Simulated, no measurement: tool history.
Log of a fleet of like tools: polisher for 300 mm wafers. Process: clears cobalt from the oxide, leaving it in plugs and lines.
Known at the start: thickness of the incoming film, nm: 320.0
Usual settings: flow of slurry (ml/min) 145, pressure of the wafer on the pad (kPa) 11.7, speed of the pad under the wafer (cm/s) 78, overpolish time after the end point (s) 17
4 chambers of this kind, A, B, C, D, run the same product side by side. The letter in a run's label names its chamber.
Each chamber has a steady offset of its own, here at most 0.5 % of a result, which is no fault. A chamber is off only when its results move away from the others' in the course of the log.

run,hour,flow of slurry (ml/min),pressure of the wafer on the pad (kPa),speed of the pad under the wafer (cm/s),overpolish time after the end point (s),wafers polished on this pad,hours since the slurry nozzle was cleaned,hours since the head pressure was calibrated,time until the end point was called (s),dishing of a wide line in a test structure (Å)
1A,11.8,145,11.7,78,17,1233,383.6,1041.7,95.437,444.09
# hour 13.1: chamber A: worn pad replaced by a new one
2B,17.5,145,11.7,78,17,159,191.6,117.1,93.784,425.59
3D,23.6,145,11.7,78,17,381,171.2,368.5,89.974,456.27
# hour 26.2: chamber D: slurry nozzle cleaned
4C,31.2,145,11.7,78,17,634,189.4,607.1,92.770,440.50
5A,43.2,145,11.7,78,17,210,415.0,1073.1,95.126,443.31
6C,49.0,145,11.7,78,17,758,207.2,624.9,93.960,433.29
# hour 52.5: chamber C: worn pad replaced by a new one
# hour 54.7: chamber A: head pressure recalibrated
7D,54.9,145,11.7,56,17,599,28.7,399.8,130.880,335.38
8B,65.4,145,11.7,56,17,493,239.5,165.0,126.880,333.55
9C,72.5,145,11.7,56,17,139,230.7,648.4,126.370,348.55
10A,82.6,145,11.7,56,17,484,454.4,28.0,127.940,344.32
11B,92.7,145,11.7,78,17,683,266.8,192.3,89.022,449.29
# hour 93.3: chamber B: slurry nozzle cleaned
# hour 95.5: chamber A: slurry nozzle cleaned
# hour 95.6: chamber D: head pressure recalibrated
12D,98.5,145,11.7,78,17,903,72.3,3.0,92.035,438.31
13B,106.2,145,11.7,66,17,777,12.9,205.8,108.050,395.86
14C,114.1,145,11.7,66,17,429,272.3,690.0,112.210,384.50
15D,125.1,145,11.7,66,17,1088,98.9,29.6,106.020,373.03
16A,137.9,145,11.7,66,17,870,42.5,83.3,109.390,397.10
17C,147.4,145,11.7,78,25,661,305.6,723.3,92.202,578.05
18A,154.9,145,11.7,78,25,988,59.5,100.3,90.990,577.34
# hour 158.1: chamber C: worn pad replaced by a new one
19D,161.1,145,11.7,78,25,1339,134.9,65.6,90.245,581.13
# hour 165.1: chamber B: worn pad replaced by a new one
20B,170.8,145,11.7,78,25,39,77.5,270.4,92.226,577.01
# hour 173.7: chamber D: worn pad replaced by a new one
21D,180.7,145,11.7,78,17,48,154.5,85.2,94.932,444.85
22B,193.3,145,11.7,78,17,196,100.0,292.9,95.045,446.94
23C,202.0,145,11.7,78,17,306,360.2,777.9,96.239,436.72
24A,214.3,145,11.7,78,17,1402,118.9,159.7,96.043,457.00
25B,220.3,145,11.7,78,17,384,127.0,319.9,92.230,448.30
26D,226.3,145,11.7,78,17,366,200.1,130.8,93.307,444.48
27A,234.1,145,11.7,78,17,1540,138.7,179.5,92.975,440.34
# hour 240.2: chamber D: slurry nozzle cleaned
28C,240.9,130,11.7,78,17,577,399.1,816.8,93.982,439.15
# hour 248.1: chamber A: worn pad replaced by a new one
# hour 248.3: chamber C: head pressure recalibrated
29C,249.4,130,11.7,78,17,636,407.6,1.2,94.409,455.84
30D,260.1,130,11.7,78,17,602,20.0,164.6,92.729,458.65
31A,270.4,130,11.7,78,17,155,175.0,215.8,92.872,414.07

Next, every chamber runs the same settings. What will each give?
32A,279.8,145,11.7,96,17,,,,?,?
32B,279.8,145,11.7,96,17,,,,?,?
32C,279.8,145,11.7,96,17,,,,?,?
32D,279.8,145,11.7,96,17,,,,?,?

run,time until the end point was called (s),dishing of a wide line in a test structure (Å)
32A,77.825,518.73
32B,76.416,529.51
32C,73.004,511.55
32D,76.243,515.85

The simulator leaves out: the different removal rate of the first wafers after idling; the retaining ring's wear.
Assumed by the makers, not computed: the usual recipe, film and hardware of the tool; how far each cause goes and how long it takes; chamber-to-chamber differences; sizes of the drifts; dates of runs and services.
